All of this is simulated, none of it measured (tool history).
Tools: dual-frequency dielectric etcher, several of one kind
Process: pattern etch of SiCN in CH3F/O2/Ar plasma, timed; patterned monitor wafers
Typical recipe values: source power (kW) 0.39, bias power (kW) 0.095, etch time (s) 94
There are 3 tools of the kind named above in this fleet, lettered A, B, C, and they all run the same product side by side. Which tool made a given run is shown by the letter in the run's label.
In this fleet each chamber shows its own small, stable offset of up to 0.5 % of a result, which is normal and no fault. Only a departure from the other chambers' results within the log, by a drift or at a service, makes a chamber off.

run	hour	source power (kW)	bias power (kW)	etch time (s)	read-back reference wafer on the same gauge, depth_nm	mean etch depth across the wafer (angstrom)
1A	5.2	0.39	0.095	94	35.8	388.2
2C	10.9	0.39	0.095	94	35.825	386.92
3B	16.1	0.39	0.095	94	35.805	385.2
4B	22.7	0.39	0.095	94	35.83	386.99
5C	28.6	0.39	0.095	94	35.825	387.55
6A	35.5	0.39	0.095	94	35.834	388.96
7A	39.4	0.39	0.095	94	35.853	388.79
8B	43.4	0.39	0.095	94	35.845	386.7
9C	46.9	0.39	0.095	94	35.852	386.58
10A	53	0.39	0.104	110.5	35.862	474.03
11C	58.2	0.39	0.104	110.5	35.878	470.8
12B	63.7	0.39	0.104	110.5	35.879	471.23
13A	68	0.39	0.095	94	35.893	388.87
14C	71.7	0.39	0.095	94	35.877	386.15
15B	76.7	0.39	0.095	94	35.906	386.33
16B	83.1	0.39	0.095	94	35.913	386.89
17A	87.3	0.39	0.085	94	35.912	373.81
18C	93.5	0.39	0.085	94	35.914	371.39
19B	98.4	0.39	0.085	94	35.913	371.85
20A	105.1	0.31	0.095	76.5	35.915	291.23
21C	111.3	0.31	0.095	76.5	35.935	289.89
22A	116.2	0.31	0.095	76.5	35.927	290.6
# hour 118.6: chamber C: wet clean of the chamber
23C	122	0.39	0.095	94	35.946	388.37
24B	128.7	0.39	0.095	94	35.96	389.22
25C	135.3	0.39	0.095	94	35.964	388.82
26A	138.7	0.39	0.095	94	35.959	389.54
27B	145	0.39	0.095	94	35.969	388.15
28C	150.2	0.39	0.095	94	35.976	388.71
29B	155	0.39	0.095	94	35.991	388.41
30A	160.6	0.39	0.095	94	35.983	390.07
31C	166.9	0.39	0.095	94	36.011	389.32
32A	173.1	0.39	0.095	94	36.007	389.89
33B	177.7	0.39	0.095	94	36.011	388.61
34A	182.5	0.39	0.095	94	36.017	390.75

Read the log: is a single chamber off, either drifting away or since a service, is the gauge that measures every chamber drifting, or is nothing wrong beyond small per-chamber offsets? Name any odd chamber and what most likely caused it.

No chamber is off; the gauge reading every chamber's wafers drifts, which makes the whole fleet appear to move together.
Likeliest cause: gauge reads high (%) = 0.63.
